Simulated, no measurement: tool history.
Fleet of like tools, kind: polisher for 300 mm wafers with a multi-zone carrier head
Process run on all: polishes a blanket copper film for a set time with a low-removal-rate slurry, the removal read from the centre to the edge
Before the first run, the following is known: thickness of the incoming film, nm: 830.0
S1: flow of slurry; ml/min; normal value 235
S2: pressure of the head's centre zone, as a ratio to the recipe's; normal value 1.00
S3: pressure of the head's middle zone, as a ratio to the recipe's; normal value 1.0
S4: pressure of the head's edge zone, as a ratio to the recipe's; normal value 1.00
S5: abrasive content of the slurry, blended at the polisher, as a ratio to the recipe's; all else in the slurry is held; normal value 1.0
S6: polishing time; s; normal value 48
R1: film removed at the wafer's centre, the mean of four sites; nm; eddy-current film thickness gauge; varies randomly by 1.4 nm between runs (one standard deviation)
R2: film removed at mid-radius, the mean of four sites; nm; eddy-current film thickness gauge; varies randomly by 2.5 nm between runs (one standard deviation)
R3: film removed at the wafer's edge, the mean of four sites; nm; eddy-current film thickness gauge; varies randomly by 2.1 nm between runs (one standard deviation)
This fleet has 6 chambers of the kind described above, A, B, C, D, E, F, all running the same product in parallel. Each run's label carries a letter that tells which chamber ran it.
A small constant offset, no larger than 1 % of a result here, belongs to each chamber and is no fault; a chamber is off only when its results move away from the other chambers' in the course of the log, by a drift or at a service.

-- day=0.083 chamber F: worn pad replaced by a new one
run 1C day=0.333 | S1=235 S2=1.00 S3=1.0 S4=1.00 S5=1.0 S6=48 | R1=191.86 R2=190.91 R3=191.13
-- day=0.521 chamber B: worn pad replaced by a new one
run 2A day=0.717 | S1=235 S2=1.00 S3=1.0 S4=1.00 S5=1.0 S6=48 | R1=189.67 R2=192.77 R3=190.11
-- day=0.838 chamber A: slurry nozzle cleaned
-- day=0.879 chamber D: worn pad replaced by a new one
run 3D day=1.042 | S1=235 S2=1.00 S3=1.0 S4=1.00 S5=1.0 S6=48 | R1=189.68 R2=194.22 R3=193.19
run 4E day=1.383 | S1=235 S2=1.00 S3=1.0 S4=1.00 S5=1.0 S6=48 | R1=191.44 R2=197.58 R3=198.82
-- day=1.471 chamber E: worn pad replaced by a new one
-- day=1.679 chamber E: slurry nozzle cleaned
run 5B day=1.742 | S1=235 S2=1.00 S3=1.0 S4=1.00 S5=1.0 S6=48 | R1=190.91 R2=187.23 R3=189.99
run 6F day=2.075 | S1=235 S2=1.00 S3=1.0 S4=1.08 S5=1.0 S6=48 | R1=192.60 R2=190.93 R3=200.35
-- day=2.254 chamber C: worn pad replaced by a new one
run 7D day=2.283 | S1=235 S2=1.00 S3=1.0 S4=1.08 S5=1.0 S6=48 | R1=189.42 R2=188.85 R3=197.49
run 8B day=2.746 | S1=235 S2=1.00 S3=1.0 S4=1.08 S5=1.0 S6=48 | R1=191.66 R2=193.13 R3=202.14
run 9F day=3.021 | S1=235 S2=1.00 S3=1.0 S4=1.08 S5=1.0 S6=48 | R1=192.43 R2=194.91 R3=202.80
-- day=3.088 chamber F: worn pad replaced by a new one
run 10A day=3.325 | S1=235 S2=1.00 S3=1.0 S4=1.08 S5=1.0 S6=48 | R1=187.71 R2=188.54 R3=194.22
-- day=3.408 chamber A: worn pad replaced by a new one
run 11E day=3.704 | S1=235 S2=1.00 S3=1.0 S4=1.08 S5=1.0 S6=48 | R1=190.68 R2=191.72 R3=204.10
-- day=3.946 chamber B: worn pad replaced by a new one
run 12C day=3.983 | S1=235 S2=1.00 S3=1.0 S4=1.00 S5=1.0 S6=48 | R1=191.87 R2=194.48 R3=192.42
-- day=4.167 chamber F: centre zone pressure recalibrated
run 13F day=4.312 | S1=235 S2=1.00 S3=1.0 S4=1.00 S5=1.0 S6=48 | R1=192.75 R2=195.32 R3=197.22
-- day=4.321 chamber C: worn pad replaced by a new one
-- day=4.575 chamber D: worn pad replaced by a new one
run 14A day=4.708 | S1=235 S2=1.00 S3=1.0 S4=1.00 S5=1.0 S6=48 | R1=190.83 R2=194.97 R3=190.21
run 15C day=5.112 | S1=165 S2=1.00 S3=1.0 S4=0.90 S5=1.0 S6=48 | R1=180.47 R2=181.99 R3=173.02
-- day=5.233 chamber E: worn pad replaced by a new one
run 16E day=5.467 | S1=165 S2=1.00 S3=1.0 S4=0.90 S5=1.0 S6=48 | R1=181.22 R2=186.99 R3=180.20
-- day=5.588 chamber A: centre zone pressure recalibrated
-- day=5.758 chamber F: worn pad replaced by a new one
run 17D day=5.908 | S1=165 S2=1.00 S3=1.0 S4=0.90 S5=1.0 S6=48 | R1=177.23 R2=179.58 R3=174.45
run 18B day=6.346 | S1=165 S2=1.00 S3=1.0 S4=0.90 S5=1.0 S6=48 | R1=180.22 R2=182.39 R3=176.78
-- day=6.562 chamber C: worn pad replaced by a new one
-- day=6.592 chamber A: edge zone pressure recalibrated
run 19E day=6.604 | S1=165 S2=1.00 S3=1.0 S4=0.90 S5=1.0 S6=48 | R1=177.91 R2=177.03 R3=175.30
-- day=6.629 chamber B: worn pad replaced by a new one
run 20A day=6.971 | S1=165 S2=1.00 S3=1.0 S4=0.90 S5=1.0 S6=48 | R1=179.27 R2=177.67 R3=171.60
run 21D day=7.242 | S1=235 S2=1.00 S3=1.0 S4=1.00 S5=0.9 S6=48 | R1=182.12 R2=179.92 R3=183.99
run 22B day=7.604 | S1=235 S2=1.00 S3=1.0 S4=1.00 S5=0.9 S6=48 | R1=185.10 R2=191.59 R3=186.85
-- day=7.646 chamber A: worn pad replaced by a new one
-- day=7.692 chamber D: worn pad replaced by a new one
run 23C day=7.850 | S1=235 S2=1.00 S3=1.0 S4=1.00 S5=0.9 S6=48 | R1=187.02 R2=190.05 R3=184.38
run 24F day=8.312 | S1=235 S2=1.00 S3=1.0 S4=1.00 S5=0.9 S6=48 | R1=186.42 R2=184.64 R3=186.59
run 25C day=8.538 | S1=235 S2=1.00 S3=1.0 S4=1.00 S5=0.9 S6=48 | R1=184.80 R2=188.88 R3=186.17
-- day=8.654 chamber C: worn pad replaced by a new one
-- day=8.804 chamber F: worn pad replaced by a new one
run 26E day=8.838 | S1=235 S2=1.00 S3=1.0 S4=1.00 S5=0.9 S6=48 | R1=187.66 R2=189.76 R3=185.33
-- day=8.854 chamber E: worn pad replaced by a new one
run 27B day=9.108 | S1=235 S2=1.00 S3=1.0 S4=1.00 S5=1.0 S6=48 | R1=190.74 R2=189.24 R3=190.97
run 28F day=9.312 | S1=235 S2=1.00 S3=1.0 S4=1.00 S5=1.0 S6=48 | R1=192.27 R2=195.15 R3=194.91
-- day=9.433 chamber B: worn pad replaced by a new one
run 29A day=9.729 | S1=235 S2=1.00 S3=1.1 S4=0.89 S5=1.0 S6=48 | R1=190.05 R2=208.43 R3=177.04
run 30D day=9.942 | S1=235 S2=1.00 S3=1.1 S4=0.89 S5=1.0 S6=48 | R1=184.56 R2=198.63 R3=176.92
run 31D day=10.221 | S1=235 S2=1.00 S3=1.1 S4=0.89 S5=1.0 S6=48 | R1=183.57 R2=193.64 R3=173.21
run 32B day=10.438 | S1=235 S2=1.00 S3=1.1 S4=0.89 S5=1.0 S6=48 | R1=191.85 R2=212.00 R3=177.63
run 33E day=10.675 | S1=235 S2=1.00 S3=1.1 S4=0.89 S5=1.0 S6=48 | R1=188.48 R2=210.99 R3=181.92
-- day=10.833 chamber C: worn pad replaced by a new one
run 34F day=11.112 | S1=235 S2=1.00 S3=1.1 S4=0.89 S5=1.0 S6=48 | R1=190.35 R2=210.04 R3=179.44
run 35A day=11.517 | S1=235 S2=1.00 S3=1.0 S4=1.00 S5=1.0 S6=48 | R1=189.01 R2=194.06 R3=190.77
run 36C day=11.783 | S1=235 S2=1.00 S3=1.0 S4=1.00 S5=1.0 S6=48 | R1=188.50 R2=184.11 R3=192.83

Is one chamber off against the others, does the gauge drift, or is nothing wrong? If a chamber is off, say which, and what the likeliest cause is.

Little by little, chamber D moves away from the other chambers.
What lies behind it: slurry flow missing at the pad, % = 34.8.

Below are 4 candidate recipes for chamber D's next run, each the usual settings with a change, their results shown as question marks. Which of them brings D's results back in line with what the other chambers give on the usual settings?
Allowed miss from the other chambers' usual-settings mean, per result, to count as in line: R1 5.00 nm; R2 8.70 nm; R3 7.30 nm
run 37D-1 day=12.117 | S1=230 S2=0.99 S3=0.99 S4=1.01 S5=1.0 S6=45 | R1=? R2=? R3=?
run 37D-2 day=12.117 | S1=235 S2=1.00 S3=1.00 S4=1.00 S5=1.0 S6=49 | R1=? R2=? R3=?
run 37D-3 day=12.117 | S1=235 S2=1.00 S3=1.00 S4=1.00 S5=1.0 S6=47 | R1=? R2=? R3=?
run 37D-4 day=12.117 | S1=240 S2=1.01 S3=1.01 S4=0.99 S5=1.0 S6=51 | R1=? R2=? R3=?

Other chambers, usual settings, mean: R1 190.76 nm; R2 191.70 nm; R3 191.34 nm
run=37D-1 R1=163.29 R2=166.98 R3=170.85
run=37D-2 R1=180.64 R2=184.26 R3=185.59
run=37D-3 R1=173.27 R2=176.74 R3=178.01
run=37D-4 R1=190.95 R2=194.30 R3=192.66
Change 37D-4 lands the chamber within the allowed miss of the other chambers.

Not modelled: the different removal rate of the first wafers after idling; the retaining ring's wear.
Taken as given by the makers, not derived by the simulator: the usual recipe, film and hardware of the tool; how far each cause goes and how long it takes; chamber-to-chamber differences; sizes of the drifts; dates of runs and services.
